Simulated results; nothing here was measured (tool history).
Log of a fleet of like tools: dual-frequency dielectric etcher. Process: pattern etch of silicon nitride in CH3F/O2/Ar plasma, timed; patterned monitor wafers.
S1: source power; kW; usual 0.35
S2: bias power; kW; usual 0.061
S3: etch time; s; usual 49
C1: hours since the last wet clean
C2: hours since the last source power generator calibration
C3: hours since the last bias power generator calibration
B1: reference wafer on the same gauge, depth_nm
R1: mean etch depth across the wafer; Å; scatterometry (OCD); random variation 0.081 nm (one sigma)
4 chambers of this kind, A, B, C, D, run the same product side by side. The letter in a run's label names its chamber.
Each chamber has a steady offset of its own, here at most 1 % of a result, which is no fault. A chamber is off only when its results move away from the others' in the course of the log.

Run 1B, day 0.204: usual settings; C1 312.3; C2 2297.6; C3 1224.4; B1 27.815. Result: R1 308.66 Å.
Run 2A, day 0.45: usual settings; C1 54.2; C2 889.8; C3 1008.1; B1 27.82. Result: R1 306.28 Å.
Run 3D, day 0.633: usual settings; C1 440.2; C2 2850.7; C3 1560.6; B1 27.806. Result: R1 306.25 Å.
Run 4C, day 0.788: usual settings; C1 177.3; C2 2364.1; C3 1996.4; B1 27.818. Result: R1 311.51 Å.
Run 5B, day 1.029: usual settings; C1 332.1; C2 2317.4; C3 1244.2; B1 27.791. Result: R1 307.34 Å.
Run 6A, day 1.196: usual settings; C1 72.1; C2 907.7; C3 1026; B1 27.809. Result: R1 307.79 Å.
Run 7D, day 1.396: usual settings; C1 458.5; C2 2869; C3 1578.9; B1 27.796. Result: R1 307.64 Å.
Run 8C, day 1.696: usual settings; C1 199.1; C2 2385.9; C3 2018.2; B1 27.778. Result: R1 312.45 Å.
Run 9D, day 1.992: usual settings; C1 472.8; C2 2883.3; C3 1593.2; B1 27.809. Result: R1 309.01 Å.
At day 2.104: chamber D: bias power generator calibrated.
Run 10A, day 2.171: usual settings; C1 95.5; C2 931.1; C3 1049.4; B1 27.796. Result: R1 306.68 Å.
At day 2.383: chamber D: wet clean of the chamber.
Run 11C, day 2.396: usual settings; C1 215.9; C2 2402.7; C3 2035; B1 27.79. Result: R1 312.02 Å.
Run 12B, day 2.692: usual settings; C1 372; C2 2357.3; C3 1284.1; B1 27.781. Result: R1 308.82 Å.
Run 13D, day 3.017: usual settings; C1 15.3; C2 2907.9; C3 22; B1 27.79. Result: R1 299.18 Å.
Run 14A, day 3.221: usual settings but S3 44 s; C1 120.7; C2 956.3; C3 1074.6; B1 27.796. Result: R1 275.7 Å.
Run 15B, day 3.4: usual settings but S3 44 s; C1 389; C2 2374.3; C3 1301.1; B1 27.811. Result: R1 276.92 Å.
Run 16C, day 3.625: usual settings but S3 44 s; C1 245.4; C2 2432.2; C3 2064.5; B1 27.801. Result: R1 279.16 Å.
Run 17D, day 3.929: usual settings but S3 44 s; C1 37.2; C2 2929.8; C3 43.9; B1 27.801. Result: R1 267.83 Å.
Run 18C, day 4.142: usual settings; C1 257.8; C2 2444.6; C3 2076.9; B1 27.81. Result: R1 311.4 Å.
Run 19B, day 4.392: usual settings; C1 412.8; C2 2398.1; C3 1324.9; B1 27.79. Result: R1 307.94 Å.
Run 20A, day 4.675: usual settings; C1 155.6; C2 991.2; C3 1109.5; B1 27.798. Result: R1 306.31 Å.
Run 21B, day 4.871: usual settings; C1 424.3; C2 2409.6; C3 1336.4; B1 27.803. Result: R1 308.9 Å.
Run 22C, day 5.021: usual settings; C1 278.9; C2 2465.7; C3 2098; B1 27.793. Result: R1 311.2 Å.
Run 23A, day 5.254: usual settings; C1 169.5; C2 1005.1; C3 1123.4; B1 27.806. Result: R1 306.12 Å.
Run 24D, day 5.462: usual settings but S2 0.052 kW; C1 74; C2 2966.6; C3 80.7; B1 27.778. Result: R1 281.63 Å.
Run 25D, day 5.642: usual settings but S2 0.052 kW; C1 78.3; C2 2970.9; C3 85; B1 27.801. Result: R1 283.82 Å.
Run 26C, day 5.858: usual settings but S2 0.052 kW; C1 299; C2 2485.8; C3 2118.1; B1 27.788. Result: R1 294.46 Å.
Run 27A, day 6.146: usual settings but S2 0.052 kW; C1 190.9; C2 1026.5; C3 1144.8; B1 27.805. Result: R1 292.24 Å.
Run 28B, day 6.45: usual settings; C1 462.2; C2 2447.5; C3 1374.3; B1 27.801. Result: R1 308.65 Å.
Run 29B, day 6.596: usual settings; C1 465.7; C2 2451; C3 1377.8; B1 27.809. Result: R1 309.23 Å.

Next, every chamber runs the same settings. What will each give?
Run 30A, day 6.833: usual settings but S2 0.047 kW. Result: R1 ?.
Run 30B, day 6.833: usual settings but S2 0.047 kW. Result: R1 ?.
Run 30C, day 6.833: usual settings but S2 0.047 kW. Result: R1 ?.
Run 30D, day 6.833: usual settings but S2 0.047 kW. Result: R1 ?.

run      R1
30A  283.09
30B  283.89
30C  287.51
30D  273.52
